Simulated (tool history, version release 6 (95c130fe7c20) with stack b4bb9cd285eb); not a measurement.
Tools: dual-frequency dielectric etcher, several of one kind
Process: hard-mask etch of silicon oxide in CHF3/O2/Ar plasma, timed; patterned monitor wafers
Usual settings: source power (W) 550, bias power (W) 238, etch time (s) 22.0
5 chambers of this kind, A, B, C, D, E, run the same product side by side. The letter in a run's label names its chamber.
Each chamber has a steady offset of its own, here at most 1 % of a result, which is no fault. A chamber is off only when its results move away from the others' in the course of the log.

| run | hour | source power (W) | bias power (W) | etch time (s) | read-back reference wafer on the same gauge, depth_nm | mean etch depth across the wafer (Å) |
|---|---|---|---|---|---|---|
|  | 3.8 | chamber B: source power generator calibrated |
| 1D | 10.5 | 550 | 238 | 22.0 | 43.210 | 463.48 |
| 2C | 17.2 | 550 | 238 | 22.0 | 43.193 | 465.20 |
| 3E | 24.5 | 550 | 238 | 22.0 | 43.182 | 458.85 |
| 4B | 35.3 | 550 | 238 | 22.0 | 43.203 | 460.27 |
| 5A | 47.0 | 550 | 238 | 18.5 | 43.166 | 387.84 |
| 6E | 58.8 | 550 | 238 | 18.5 | 43.232 | 388.06 |
| 7C | 67.6 | 550 | 238 | 18.5 | 43.192 | 390.99 |
|  | 77.1 | chamber E: wet clean of the chamber |
| 8A | 79.9 | 550 | 238 | 18.5 | 43.214 | 386.81 |
| 9B | 89.3 | 550 | 238 | 18.5 | 43.213 | 389.08 |
| 10D | 96.7 | 550 | 238 | 22.0 | 43.210 | 462.36 |
| 11E | 108.7 | 550 | 238 | 22.0 | 43.205 | 462.45 |
| 12A | 114.2 | 550 | 238 | 22.0 | 43.180 | 459.06 |
| 13D | 126.6 | 550 | 238 | 22.0 | 43.201 | 464.08 |
| 14B | 132.4 | 550 | 238 | 22.0 | 43.200 | 461.00 |
| 15C | 142.0 | 550 | 238 | 22.0 | 43.230 | 463.35 |
| 16B | 147.7 | 550 | 238 | 22.0 | 43.195 | 460.68 |
| 17C | 158.4 | 550 | 238 | 24.0 | 43.165 | 506.52 |
| 18D | 164.8 | 550 | 238 | 24.0 | 43.200 | 505.77 |
| 19A | 172.1 | 550 | 238 | 24.0 | 43.202 | 502.44 |
| 20E | 178.5 | 550 | 238 | 24.0 | 43.208 | 501.91 |
| 21A | 189.5 | 550 | 238 | 24.0 | 43.229 | 503.46 |
| 22D | 199.1 | 550 | 238 | 22.0 | 43.196 | 464.06 |
| 23B | 209.2 | 550 | 238 | 22.0 | 43.210 | 460.64 |
|  | 215.9 | chamber A: source power generator calibrated |
| 24E | 220.0 | 550 | 238 | 22.0 | 43.214 | 460.96 |
| 25C | 231.4 | 550 | 238 | 20.0 | 43.209 | 422.95 |
|  | 234.8 | chamber C: wet clean of the chamber |
| 26C | 243.0 | 550 | 238 | 20.0 | 43.204 | 422.95 |
| 27B | 254.5 | 550 | 238 | 20.0 | 43.185 | 417.73 |
| 28E | 260.6 | 550 | 238 | 20.0 | 43.187 | 418.40 |
| 29A | 267.4 | 550 | 238 | 20.0 | 43.201 | 420.26 |
|  | 278.0 | chamber D: wet clean of the chamber |
| 30D | 279.1 | 550 | 238 | 22.0 | 43.219 | 464.04 |
| 31B | 288.5 | 550 | 238 | 22.0 | 43.202 | 459.20 |
| 32E | 301.1 | 550 | 181 | 22.0 | 43.187 | 420.12 |
| 33A | 309.9 | 550 | 181 | 22.0 | 43.212 | 420.37 |
| 34C | 316.5 | 550 | 181 | 22.0 | 43.214 | 423.48 |
|  | 319.5 | chamber A: wet clean of the chamber |
| 35D | 328.3 | 550 | 181 | 22.0 | 43.175 | 420.34 |
| 36A | 334.0 | 550 | 181 | 22.0 | 43.210 | 419.22 |
| 37E | 340.2 | 550 | 238 | 22.0 | 43.214 | 459.72 |
| 38D | 349.4 | 550 | 238 | 22.0 | 43.179 | 463.36 |
| 39B | 361.6 | 550 | 238 | 22.0 | 43.214 | 462.54 |

Is one chamber off against the others, does the gauge drift, or is nothing wrong? If a chamber is off, say which, and what the likeliest cause is.

No chamber stands off beyond its own small offset, and the gauge holds steady.
